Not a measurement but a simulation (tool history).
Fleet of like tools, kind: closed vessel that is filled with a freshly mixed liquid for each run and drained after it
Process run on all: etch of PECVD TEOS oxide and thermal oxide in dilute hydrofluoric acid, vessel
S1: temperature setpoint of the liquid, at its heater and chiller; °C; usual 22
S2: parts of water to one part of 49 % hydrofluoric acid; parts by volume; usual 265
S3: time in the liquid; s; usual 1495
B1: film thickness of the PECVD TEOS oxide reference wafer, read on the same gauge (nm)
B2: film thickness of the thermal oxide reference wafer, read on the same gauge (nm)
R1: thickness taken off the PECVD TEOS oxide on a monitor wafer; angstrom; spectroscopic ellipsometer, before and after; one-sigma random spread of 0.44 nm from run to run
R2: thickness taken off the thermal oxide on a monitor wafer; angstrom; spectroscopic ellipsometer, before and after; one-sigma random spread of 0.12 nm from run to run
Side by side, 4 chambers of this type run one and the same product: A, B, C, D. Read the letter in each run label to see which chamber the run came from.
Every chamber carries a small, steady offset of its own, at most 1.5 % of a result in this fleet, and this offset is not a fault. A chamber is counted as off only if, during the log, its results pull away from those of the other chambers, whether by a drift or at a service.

| run | hour | S1 | S2 | S3 | B1 | B2 | R1 | R2 |
|---|---|---|---|---|---|---|---|---|
| 1B | 12.2 | 22 | 265 | 1495 | 100 | 139.98 | 451.76 | 199.97 |
| 2A | 21.4 | 22 | 265 | 1495 | 100.01 | 139.99 | 440.25 | 198.69 |
| 3D | 34.7 | 22 | 265 | 1495 | 100.03 | 140.01 | 438.84 | 200.37 |
| 4C | 43.6 | 22 | 265 | 1495 | 99.978 | 140.01 | 437.18 | 201.06 |
| 5C | 50.5 | 22 | 265 | 1495 | 100.03 | 140.02 | 433.71 | 199.42 |
| 6A | 57.4 | 22 | 265 | 1495 | 99.964 | 140.01 | 439.29 | 200.14 |
| 7B | 71.5 | 22 | 265 | 1495 | 100.01 | 140 | 447.18 | 199.75 |
| 8D | 83.2 | 22 | 265 | 1015 | 99.988 | 139.98 | 303.82 | 135.27 |
| 9A | 96 | 22 | 265 | 1015 | 99.983 | 140.02 | 298.53 | 135.1 |
| 10D | 104.2 | 22 | 265 | 1015 | 99.983 | 139.99 | 294.74 | 136.12 |
| 11B | 114.4 | 22 | 265 | 1015 | 99.987 | 140 | 303.05 | 135 |
| 12C | 124 | 22 | 265 | 1495 | 99.987 | 139.98 | 435.73 | 199.8 |
| 13A | 138 | 22 | 265 | 1495 | 99.99 | 139.96 | 438.76 | 198.43 |
| 14D | 151 | 22 | 265 | 1495 | 100.02 | 140.02 | 440.64 | 199.97 |
| 15B | 157.8 | 22 | 265 | 1495 | 99.957 | 140.01 | 441.94 | 200.28 |
| 16C | 167.5 | 22 | 265 | 1495 | 100.02 | 140.01 | 441.73 | 200.49 |
| 17B | 181.4 | 22 | 265 | 1495 | 100.01 | 140.01 | 446.02 | 199.6 |
| 18A | 195.7 | 22 | 265 | 1495 | 100.03 | 140.01 | 432.25 | 198.67 |
| 19D | 204.9 | 22 | 265 | 1495 | 100 | 139.98 | 446.44 | 200.63 |
| 20C | 218.9 | 22 | 265 | 1495 | 99.976 | 140.02 | 440.13 | 204.07 |
| 21B | 227.3 | 27 | 370 | 1495 | 99.981 | 140.01 | 338.55 | 153.43 |
| 22D | 237.4 | 27 | 370 | 1495 | 100.02 | 140.04 | 341.69 | 153.81 |
| 23A | 251.8 | 27 | 370 | 1495 | 100 | 140.03 | 338.91 | 153.56 |
| 24C | 262.4 | 27 | 370 | 1495 | 100.01 | 139.98 | 328.37 | 152.68 |
| 25C | 276.6 | 19.5 | 370 | 1495 | 99.981 | 140.01 | 260.55 | 119.85 |
| 26A | 287.6 | 19.5 | 370 | 1495 | 99.967 | 140.02 | 262.01 | 117.61 |

Predict what each chamber gives when all 4 of them run the settings below next.
| 27A | 298.3 | 22 | 265 | 1495 |  |  | ? | ? |
| 27B | 298.3 | 22 | 265 | 1495 |  |  | ? | ? |
| 27C | 298.3 | 22 | 265 | 1495 |  |  | ? | ? |
| 27D | 298.3 | 22 | 265 | 1495 |  |  | ? | ? |

| run | R1 | R2 |
|---|---|---|
| 27A | 431.83 | 200.01 |
| 27B | 446.44 | 199.22 |
| 27C | 435.46 | 198.76 |
| 27D | 436.96 | 199.89 |
